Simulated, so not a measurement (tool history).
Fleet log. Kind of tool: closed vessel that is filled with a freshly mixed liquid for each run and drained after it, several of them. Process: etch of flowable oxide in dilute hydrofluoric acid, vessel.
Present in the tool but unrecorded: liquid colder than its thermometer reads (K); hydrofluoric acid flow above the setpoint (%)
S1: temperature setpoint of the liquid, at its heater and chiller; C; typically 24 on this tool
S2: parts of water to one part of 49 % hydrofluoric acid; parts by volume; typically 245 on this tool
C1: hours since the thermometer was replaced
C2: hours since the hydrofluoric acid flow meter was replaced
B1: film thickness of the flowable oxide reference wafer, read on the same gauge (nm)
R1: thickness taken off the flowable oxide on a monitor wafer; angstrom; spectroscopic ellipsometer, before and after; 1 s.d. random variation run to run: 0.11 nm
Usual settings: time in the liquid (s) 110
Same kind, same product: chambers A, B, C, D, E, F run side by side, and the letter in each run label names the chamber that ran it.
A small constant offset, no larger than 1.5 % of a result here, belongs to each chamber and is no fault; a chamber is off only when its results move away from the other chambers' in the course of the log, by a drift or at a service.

{"run": "1F", "hour": 7.9, "S1": 24, "S2": 245, "time in the liquid (s)": 110, "C1": 972.5, "C2": 171.6, "B1": 110.02, "R1": 124.47}
{"run": "2D", "hour": 20.1, "S1": 24, "S2": 245, "time in the liquid (s)": 110, "C1": 146.9, "C2": 115.4, "B1": 109.98, "R1": 126.8}
{"run": "3A", "hour": 33.0, "S1": 24, "S2": 245, "time in the liquid (s)": 110, "C1": 263.8, "C2": 327.4, "B1": 109.99, "R1": 125.91}
{"run": "4B", "hour": 39.6, "S1": 24, "S2": 245, "time in the liquid (s)": 110, "C1": 1972.2, "C2": 214.4, "B1": 110.01, "R1": 126.3}
{"run": "5E", "hour": 48.7, "S1": 24, "S2": 245, "time in the liquid (s)": 110, "C1": 93.9, "C2": 2324.0, "B1": 110.01, "R1": 126.09}
{"run": "6C", "hour": 56.5, "S1": 24, "S2": 245, "time in the liquid (s)": 110, "C1": 2045.3, "C2": 348.2, "B1": 109.99, "R1": 125.27}
{"run": "7D", "hour": 64.7, "S1": 24, "S2": 245, "time in the liquid (s)": 110, "C1": 191.5, "C2": 160.0, "B1": 109.98, "R1": 125.85}
{"run": "8C", "hour": 76.0, "S1": 24, "S2": 245, "time in the liquid (s)": 110, "C1": 2064.8, "C2": 367.7, "B1": 110.0, "R1": 125.55}
{"run": "9B", "hour": 88.1, "S1": 24, "S2": 245, "time in the liquid (s)": 110, "C1": 2020.7, "C2": 262.9, "B1": 110.0, "R1": 124.77}
{"run": "10A", "hour": 100.7, "S1": 26, "S2": 130, "time in the liquid (s)": 110, "C1": 331.5, "C2": 395.1, "B1": 109.99, "R1": 287.53}
{"run": "11F", "hour": 112.3, "S1": 26, "S2": 130, "time in the liquid (s)": 110, "C1": 1076.9, "C2": 276.0, "B1": 110.02, "R1": 290.32}
{"run": "12E", "hour": 119.7, "S1": 26, "S2": 130, "time in the liquid (s)": 110, "C1": 164.9, "C2": 2395.0, "B1": 109.98, "R1": 282.54}
{"run": "13E", "hour": 130.2, "S1": 26, "S2": 130, "time in the liquid (s)": 110, "C1": 175.4, "C2": 2405.5, "B1": 109.99, "R1": 280.86}
{"hour": 138.5, "done": "chamber B: thermometer replaced"}
{"run": "14D", "hour": 141.9, "S1": 26, "S2": 130, "time in the liquid (s)": 110, "C1": 268.7, "C2": 237.2, "B1": 110.0, "R1": 290.55}
{"run": "15C", "hour": 148.8, "S1": 26, "S2": 130, "time in the liquid (s)": 110, "C1": 2137.6, "C2": 440.5, "B1": 110.0, "R1": 289.47}
{"run": "16A", "hour": 160.5, "S1": 24, "S2": 245, "time in the liquid (s)": 110, "C1": 391.3, "C2": 454.9, "B1": 109.99, "R1": 124.15}
{"run": "17B", "hour": 166.1, "S1": 24, "S2": 245, "time in the liquid (s)": 110, "C1": 27.6, "C2": 340.9, "B1": 110.0, "R1": 125.71}
{"run": "18F", "hour": 171.6, "S1": 24, "S2": 245, "time in the liquid (s)": 110, "C1": 1136.2, "C2": 335.3, "B1": 110.0, "R1": 133.15}
{"run": "19E", "hour": 181.6, "S1": 24, "S2": 245, "time in the liquid (s)": 110, "C1": 226.8, "C2": 2456.9, "B1": 110.0, "R1": 124.25}
{"run": "20C", "hour": 191.6, "S1": 24, "S2": 245, "time in the liquid (s)": 110, "C1": 2180.4, "C2": 483.3, "B1": 109.99, "R1": 125.95}
{"run": "21F", "hour": 198.2, "S1": 24, "S2": 245, "time in the liquid (s)": 110, "C1": 1162.8, "C2": 361.9, "B1": 110.03, "R1": 135.15}
{"run": "22A", "hour": 205.8, "S1": 24, "S2": 245, "time in the liquid (s)": 110, "C1": 436.6, "C2": 500.2, "B1": 110.0, "R1": 127.98}
{"run": "23D", "hour": 217.3, "S1": 24, "S2": 245, "time in the liquid (s)": 110, "C1": 344.1, "C2": 312.6, "B1": 110.0, "R1": 124.76}
{"run": "24B", "hour": 223.7, "S1": 24, "S2": 245, "time in the liquid (s)": 110, "C1": 85.2, "C2": 398.5, "B1": 110.02, "R1": 126.54}
{"run": "25E", "hour": 234.5, "S1": 24, "S2": 245, "time in the liquid (s)": 110, "C1": 279.7, "C2": 2509.8, "B1": 110.01, "R1": 123.33}
{"run": "26C", "hour": 243.8, "S1": 24, "S2": 245, "time in the liquid (s)": 110, "C1": 2232.6, "C2": 535.5, "B1": 110.0, "R1": 127.25}
{"run": "27B", "hour": 249.3, "S1": 24, "S2": 245, "time in the liquid (s)": 110, "C1": 110.8, "C2": 424.1, "B1": 110.02, "R1": 125.21}
{"run": "28A", "hour": 256.9, "S1": 24, "S2": 245, "time in the liquid (s)": 110, "C1": 487.7, "C2": 551.3, "B1": 109.99, "R1": 124.43}
{"run": "29D", "hour": 268.5, "S1": 24, "S2": 245, "time in the liquid (s)": 110, "C1": 395.3, "C2": 363.8, "B1": 110.01, "R1": 125.06}
{"run": "30F", "hour": 280.5, "S1": 24, "S2": 245, "time in the liquid (s)": 110, "C1": 1245.1, "C2": 444.2, "B1": 110.02, "R1": 136.95}
{"hour": 285.6, "done": "chamber C: hydrofluoric acid flow meter replaced"}
{"run": "31A", "hour": 293.1, "S1": 24, "S2": 245, "time in the liquid (s)": 110, "C1": 523.9, "C2": 587.5, "B1": 110.01, "R1": 128.19}
{"run": "32F", "hour": 304.8, "S1": 19, "S2": 245, "time in the liquid (s)": 110, "C1": 1269.4, "C2": 468.5, "B1": 109.97, "R1": 115.7}
{"run": "33D", "hour": 311.6, "S1": 19, "S2": 245, "time in the liquid (s)": 110, "C1": 438.4, "C2": 406.9, "B1": 110.0, "R1": 103.78}
{"run": "34B", "hour": 319.4, "S1": 19, "S2": 245, "time in the liquid (s)": 110, "C1": 180.9, "C2": 494.2, "B1": 110.01, "R1": 103.34}
{"run": "35C", "hour": 332.0, "S1": 19, "S2": 245, "time in the liquid (s)": 110, "C1": 2320.8, "C2": 46.4, "B1": 110.01, "R1": 102.52}
{"run": "36E", "hour": 342.4, "S1": 19, "S2": 245, "time in the liquid (s)": 110, "C1": 387.6, "C2": 2617.7, "B1": 110.01, "R1": 103.92}
{"run": "37E", "hour": 353.6, "S1": 19, "S2": 245, "time in the liquid (s)": 110, "C1": 398.8, "C2": 2628.9, "B1": 109.99, "R1": 102.89}
{"run": "38D", "hour": 360.2, "S1": 24, "S2": 245, "time in the liquid (s)": 110, "C1": 487.0, "C2": 455.5, "B1": 110.01, "R1": 124.99}

For the next run the whole fleet of 6 chambers uses the same settings. Give each chamber's results:
{"run": "39A", "hour": 369.4, "S1": 24, "S2": 245, "time in the liquid (s)": 110, "R1": "?"}
{"run": "39B", "hour": 369.4, "S1": 24, "S2": 245, "time in the liquid (s)": 110, "R1": "?"}
{"run": "39C", "hour": 369.4, "S1": 24, "S2": 245, "time in the liquid (s)": 110, "R1": "?"}
{"run": "39D", "hour": 369.4, "S1": 24, "S2": 245, "time in the liquid (s)": 110, "R1": "?"}
{"run": "39E", "hour": 369.4, "S1": 24, "S2": 245, "time in the liquid (s)": 110, "R1": "?"}
{"run": "39F", "hour": 369.4, "S1": 24, "S2": 245, "time in the liquid (s)": 110, "R1": "?"}

run=39A R1=125.94
run=39B R1=124.87
run=39C R1=126.20
run=39D R1=126.37
run=39E R1=125.57
run=39F R1=140.56
